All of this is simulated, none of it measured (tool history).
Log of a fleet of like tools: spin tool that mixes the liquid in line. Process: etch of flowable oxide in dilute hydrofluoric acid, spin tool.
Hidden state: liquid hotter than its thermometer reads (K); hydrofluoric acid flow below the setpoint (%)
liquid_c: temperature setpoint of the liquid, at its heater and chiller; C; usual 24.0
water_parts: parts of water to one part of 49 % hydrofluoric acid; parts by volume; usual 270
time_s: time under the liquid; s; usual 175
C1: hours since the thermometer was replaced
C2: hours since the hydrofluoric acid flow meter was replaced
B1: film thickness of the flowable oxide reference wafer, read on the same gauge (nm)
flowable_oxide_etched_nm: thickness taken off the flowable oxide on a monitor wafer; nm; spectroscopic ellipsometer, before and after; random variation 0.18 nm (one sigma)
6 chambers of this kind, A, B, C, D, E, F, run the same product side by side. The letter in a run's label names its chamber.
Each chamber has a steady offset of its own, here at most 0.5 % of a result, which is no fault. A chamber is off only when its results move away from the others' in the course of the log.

Run 1F, day 0.358: usual settings; C1 554.2; C2 2203.4; B1 49.983. Result: flowable_oxide_etched_nm 22.276 nm.
At day 0.492: chamber F: hydrofluoric acid flow meter replaced.
Run 2E, day 0.625: usual settings; C1 92.3; C2 494.7; B1 49.989. Result: flowable_oxide_etched_nm 22.007 nm.
Run 3A, day 1.008: usual settings; C1 167.5; C2 692.2; B1 49.986. Result: flowable_oxide_etched_nm 21.884 nm.
Run 4C, day 1.371: usual settings; C1 1791.9; C2 255.7; B1 49.995. Result: flowable_oxide_etched_nm 22.508 nm.
Run 5B, day 1.712: usual settings; C1 250.6; C2 260.4; B1 49.984. Result: flowable_oxide_etched_nm 22.142 nm.
Run 6D, day 2.050: usual settings; C1 132.8; C2 1122.3; B1 50.005. Result: flowable_oxide_etched_nm 21.770 nm.
Run 7F, day 2.375: usual settings; C1 602.6; C2 45.2; B1 50.012. Result: flowable_oxide_etched_nm 22.103 nm.
Run 8A, day 2.692: usual settings; C1 207.9; C2 732.6; B1 50.012. Result: flowable_oxide_etched_nm 22.103 nm.
Run 9E, day 3.088: usual settings; C1 151.4; C2 553.8; B1 49.980. Result: flowable_oxide_etched_nm 22.089 nm.
Run 10B, day 3.267: usual settings; C1 287.9; C2 297.7; B1 50.031. Result: flowable_oxide_etched_nm 21.937 nm.
Run 11D, day 3.588: usual settings; C1 169.7; C2 1159.2; B1 49.998. Result: flowable_oxide_etched_nm 22.195 nm.
Run 12C, day 3.929: usual settings; C1 1853.3; C2 317.1; B1 49.987. Result: flowable_oxide_etched_nm 22.380 nm.
At day 4.008: chamber C: thermometer replaced.
Run 13B, day 4.317: usual settings; C1 313.1; C2 322.9; B1 49.969. Result: flowable_oxide_etched_nm 21.898 nm.
Run 14D, day 4.592: usual settings; C1 193.8; C2 1183.3; B1 50.031. Result: flowable_oxide_etched_nm 22.110 nm.
Run 15A, day 4.929: usual settings but liquid_c 21.5 C, water_parts 320 parts by volume; C1 261.6; C2 786.3; B1 50.020. Result: flowable_oxide_etched_nm 16.223 nm.
Run 16C, day 5.225: usual settings but liquid_c 21.5 C, water_parts 320 parts by volume; C1 29.2; C2 348.2; B1 50.032. Result: flowable_oxide_etched_nm 16.355 nm.
Run 17E, day 5.412: usual settings but liquid_c 21.5 C, water_parts 320 parts by volume; C1 207.2; C2 609.6; B1 50.017. Result: flowable_oxide_etched_nm 16.165 nm.
Run 18F, day 5.671: usual settings but liquid_c 21.5 C, water_parts 320 parts by volume; C1 681.7; C2 124.3; B1 50.003. Result: flowable_oxide_etched_nm 16.005 nm.
Run 19B, day 5.904: usual settings but liquid_c 21.5 C, water_parts 320 parts by volume; C1 351.2; C2 361.0; B1 49.979. Result: flowable_oxide_etched_nm 16.084 nm.
At day 6.112: chamber D: hydrofluoric acid flow meter replaced.
Run 20A, day 6.221: usual settings but liquid_c 21.5 C, water_parts 320 parts by volume; C1 292.6; C2 817.3; B1 50.057. Result: flowable_oxide_etched_nm 16.105 nm.
Run 21D, day 6.546: usual settings; C1 240.7; C2 10.4; B1 50.000. Result: flowable_oxide_etched_nm 22.140 nm.
Run 22C, day 6.879: usual settings; C1 68.9; C2 387.9; B1 50.009. Result: flowable_oxide_etched_nm 22.258 nm.
Run 23E, day 7.108: usual settings; C1 247.9; C2 650.3; B1 50.007. Result: flowable_oxide_etched_nm 22.085 nm.
Run 24F, day 7.504: usual settings; C1 725.7; C2 168.3; B1 50.044. Result: flowable_oxide_etched_nm 22.117 nm.
Run 25A, day 7.825: usual settings; C1 331.1; C2 855.8; B1 49.973. Result: flowable_oxide_etched_nm 21.868 nm.
Run 26B, day 8.121: usual settings; C1 404.4; C2 414.2; B1 50.004. Result: flowable_oxide_etched_nm 21.668 nm.
Run 27F, day 8.308: usual settings; C1 745.0; C2 187.6; B1 50.009. Result: flowable_oxide_etched_nm 22.505 nm.
Run 28E, day 8.483: usual settings; C1 280.9; C2 683.3; B1 49.954. Result: flowable_oxide_etched_nm 21.929 nm.
Run 29D, day 8.754: usual settings; C1 293.7; C2 63.4; B1 50.008. Result: flowable_oxide_etched_nm 21.800 nm.
Run 30C, day 9.075: usual settings; C1 121.6; C2 440.6; B1 49.973. Result: flowable_oxide_etched_nm 22.415 nm.
Run 31F, day 9.312: usual settings but liquid_c 27.0 C, water_parts 220 parts by volume; C1 769.1; C2 211.7; B1 49.978. Result: flowable_oxide_etched_nm 32.041 nm.
Run 32C, day 9.562: usual settings but liquid_c 27.0 C, water_parts 220 parts by volume; C1 133.3; C2 452.3; B1 49.986. Result: flowable_oxide_etched_nm 31.501 nm.
Run 33B, day 9.854: usual settings but liquid_c 27.0 C, water_parts 220 parts by volume; C1 446.0; C2 455.8; B1 50.046. Result: flowable_oxide_etched_nm 30.466 nm.
Run 34D, day 10.204: usual settings but liquid_c 27.0 C, water_parts 220 parts by volume; C1 328.5; C2 98.2; B1 50.010. Result: flowable_oxide_etched_nm 32.036 nm.
Run 35A, day 10.600: usual settings but liquid_c 27.0 C, water_parts 220 parts by volume; C1 397.7; C2 922.4; B1 49.996. Result: flowable_oxide_etched_nm 31.432 nm.
Run 36E, day 10.942: usual settings but liquid_c 27.0 C, water_parts 220 parts by volume; C1 339.9; C2 742.3; B1 50.004. Result: flowable_oxide_etched_nm 31.485 nm.
Run 37D, day 11.275: usual settings; C1 354.2; C2 123.9; B1 50.018. Result: flowable_oxide_etched_nm 22.070 nm.
Run 38A, day 11.575: usual settings; C1 421.1; C2 945.8; B1 49.969. Result: flowable_oxide_etched_nm 22.503 nm.
Run 39F, day 11.775: usual settings; C1 828.2; C2 270.8; B1 50.020. Result: flowable_oxide_etched_nm 21.876 nm.
Run 40E, day 11.958: usual settings; C1 364.3; C2 766.7; B1 50.005. Result: flowable_oxide_etched_nm 22.038 nm.
Run 41B, day 12.138: usual settings; C1 500.8; C2 510.6; B1 49.991. Result: flowable_oxide_etched_nm 20.931 nm.
Run 42C, day 12.325: usual settings; C1 199.6; C2 518.6; B1 49.988. Result: flowable_oxide_etched_nm 22.157 nm.
Run 43D, day 12.583: usual settings; C1 385.6; C2 155.3; B1 49.988. Result: flowable_oxide_etched_nm 22.153 nm.

What goes on in this fleet: one chamber off, a drifting gauge, or nothing beyond the chambers' own small offsets? Name the chamber and the cause, if any.

Chamber B drifts away from the others.
Cause: hydrofluoric acid flow below the setpoint (%) = 5.5.
The log may not tell that from: liquid colder than its thermometer reads (K).

Here are 4 candidates for chamber B's next run, each the usual settings with a change, their results left as question marks. Which one brings its results back in line with what the others give on the usual settings?
In line means no further than this from the other chambers' mean on the usual settings: flowable_oxide_etched_nm 0.650 nm
Run 44B-1, day 12.871: usual settings but water_parts 280 parts by volume, time_s 170 s. Result: flowable_oxide_etched_nm ?.
Run 44B-2, day 12.871: usual settings but water_parts 275 parts by volume. Result: flowable_oxide_etched_nm ?.
Run 44B-3, day 12.871: usual settings but water_parts 260 parts by volume, time_s 180 s. Result: flowable_oxide_etched_nm ?.
Run 44B-4, day 12.871: usual settings but water_parts 265 parts by volume. Result: flowable_oxide_etched_nm ?.

The other chambers' mean on the usual settings: flowable_oxide_etched_nm 22.138 nm
  run  flowable_oxide_etched_nm
44B-1                    19.115
44B-2                    20.131
44B-3                    22.224
44B-4                    21.096
44B-3 brings the chamber back in line.
